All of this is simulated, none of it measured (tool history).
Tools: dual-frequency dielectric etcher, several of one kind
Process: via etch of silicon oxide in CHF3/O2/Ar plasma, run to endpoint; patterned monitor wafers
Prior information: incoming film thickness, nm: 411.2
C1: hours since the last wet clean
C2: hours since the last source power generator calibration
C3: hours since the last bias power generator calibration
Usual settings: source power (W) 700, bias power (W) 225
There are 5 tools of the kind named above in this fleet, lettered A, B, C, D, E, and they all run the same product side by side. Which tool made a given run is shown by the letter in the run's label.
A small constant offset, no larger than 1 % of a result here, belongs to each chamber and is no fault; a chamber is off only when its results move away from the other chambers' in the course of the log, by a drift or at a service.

{"run": "1E", "day": 0.2, "source power (W)": 700, "bias power (W)": 225, "C1": 160.5, "C2": 971.6, "C3": 2796.0, "endpoint time (s)": 184.38}
{"run": "2B", "day": 0.333, "source power (W)": 700, "bias power (W)": 225, "C1": 115.5, "C2": 1041.2, "C3": 181.3, "endpoint time (s)": 183.02}
{"run": "3D", "day": 0.525, "source power (W)": 700, "bias power (W)": 225, "C1": 506.0, "C2": 3107.9, "C3": 1388.3, "endpoint time (s)": 182.49}
{"day": 0.625, "done": "chamber A: bias power generator calibrated"}
{"day": 0.683, "done": "chamber D: wet clean of the chamber"}
{"run": "4A", "day": 0.742, "source power (W)": 700, "bias power (W)": 225, "C1": 332.4, "C2": 976.5, "C3": 2.9, "endpoint time (s)": 178.49}
{"run": "5C", "day": 0.962, "source power (W)": 700, "bias power (W)": 225, "C1": 486.1, "C2": 3215.6, "C3": 3767.5, "endpoint time (s)": 181.84}
{"run": "6D", "day": 1.121, "source power (W)": 700, "bias power (W)": 225, "C1": 10.5, "C2": 3122.2, "C3": 1402.6, "endpoint time (s)": 182.69}
{"run": "7A", "day": 1.267, "source power (W)": 700, "bias power (W)": 225, "C1": 345.0, "C2": 989.1, "C3": 15.5, "endpoint time (s)": 179.67}
{"run": "8C", "day": 1.462, "source power (W)": 760, "bias power (W)": 225, "C1": 498.1, "C2": 3227.6, "C3": 3779.5, "endpoint time (s)": 174.15}
{"run": "9E", "day": 1.692, "source power (W)": 760, "bias power (W)": 225, "C1": 196.3, "C2": 1007.4, "C3": 2831.8, "endpoint time (s)": 175.53}
{"run": "10B", "day": 1.875, "source power (W)": 760, "bias power (W)": 225, "C1": 152.5, "C2": 1078.2, "C3": 218.3, "endpoint time (s)": 179.2}
{"run": "11D", "day": 2.029, "source power (W)": 760, "bias power (W)": 225, "C1": 32.3, "C2": 3144.0, "C3": 1424.4, "endpoint time (s)": 175.02}
{"day": 2.158, "done": "chamber C: wet clean of the chamber"}
{"run": "12C", "day": 2.175, "source power (W)": 760, "bias power (W)": 225, "C1": 0.5, "C2": 3244.7, "C3": 3796.6, "endpoint time (s)": 173.47}
{"run": "13B", "day": 2.35, "source power (W)": 700, "bias power (W)": 225, "C1": 163.9, "C2": 1089.6, "C3": 229.7, "endpoint time (s)": 182.79}
{"run": "14E", "day": 2.558, "source power (W)": 600, "bias power (W)": 225, "C1": 217.1, "C2": 1028.2, "C3": 2852.6, "endpoint time (s)": 194.72}
{"run": "15A", "day": 2.762, "source power (W)": 600, "bias power (W)": 225, "C1": 380.9, "C2": 1025.0, "C3": 51.4, "endpoint time (s)": 191.41}
{"day": 2.779, "done": "chamber A: wet clean of the chamber"}
{"run": "16B", "day": 2.875, "source power (W)": 600, "bias power (W)": 225, "C1": 176.5, "C2": 1102.2, "C3": 242.3, "endpoint time (s)": 195.88}
{"run": "17E", "day": 3.025, "source power (W)": 600, "bias power (W)": 225, "C1": 228.3, "C2": 1039.4, "C3": 2863.8, "endpoint time (s)": 194.93}
{"run": "18D", "day": 3.246, "source power (W)": 600, "bias power (W)": 225, "C1": 61.5, "C2": 3173.2, "C3": 1453.6, "endpoint time (s)": 191.11}
{"run": "19C", "day": 3.483, "source power (W)": 700, "bias power (W)": 225, "C1": 31.9, "C2": 3276.1, "C3": 3828.0, "endpoint time (s)": 181.28}
{"run": "20A", "day": 3.625, "source power (W)": 560, "bias power (W)": 171, "C1": 20.4, "C2": 1045.7, "C3": 72.1, "endpoint time (s)": 215.86}
{"run": "21A", "day": 3.788, "source power (W)": 560, "bias power (W)": 171, "C1": 24.3, "C2": 1049.6, "C3": 76.0, "endpoint time (s)": 215.17}
{"run": "22E", "day": 4.033, "source power (W)": 560, "bias power (W)": 171, "C1": 252.5, "C2": 1063.6, "C3": 2888.0, "endpoint time (s)": 219.75}
{"run": "23C", "day": 4.221, "source power (W)": 560, "bias power (W)": 171, "C1": 49.6, "C2": 3293.8, "C3": 3845.7, "endpoint time (s)": 216.74}
{"run": "24D", "day": 4.471, "source power (W)": 560, "bias power (W)": 171, "C1": 90.9, "C2": 3202.6, "C3": 1483.0, "endpoint time (s)": 219.14}
{"run": "25B", "day": 4.717, "source power (W)": 700, "bias power (W)": 225, "C1": 220.7, "C2": 1146.4, "C3": 286.5, "endpoint time (s)": 180.68}
{"run": "26E", "day": 4.958, "source power (W)": 700, "bias power (W)": 225, "C1": 274.7, "C2": 1085.8, "C3": 2910.2, "endpoint time (s)": 184.88}
{"run": "27C", "day": 5.179, "source power (W)": 700, "bias power (W)": 225, "C1": 72.6, "C2": 3316.8, "C3": 3868.7, "endpoint time (s)": 182.65}
{"run": "28A", "day": 5.317, "source power (W)": 700, "bias power (W)": 225, "C1": 61.0, "C2": 1086.3, "C3": 112.7, "endpoint time (s)": 181.91}
{"run": "29B", "day": 5.467, "source power (W)": 700, "bias power (W)": 225, "C1": 238.7, "C2": 1164.4, "C3": 304.5, "endpoint time (s)": 181.06}
{"run": "30D", "day": 5.642, "source power (W)": 700, "bias power (W)": 225, "C1": 119.0, "C2": 3230.7, "C3": 1511.1, "endpoint time (s)": 180.49}
{"run": "31D", "day": 5.754, "source power (W)": 700, "bias power (W)": 225, "C1": 121.7, "C2": 3233.4, "C3": 1513.8, "endpoint time (s)": 182.76}

Is one chamber off against the others, does the gauge drift, or is nothing wrong? If a chamber is off, say which, and what the likeliest cause is.

Beyond each chamber's small constant offset nothing stands out, and the gauge stays steady.
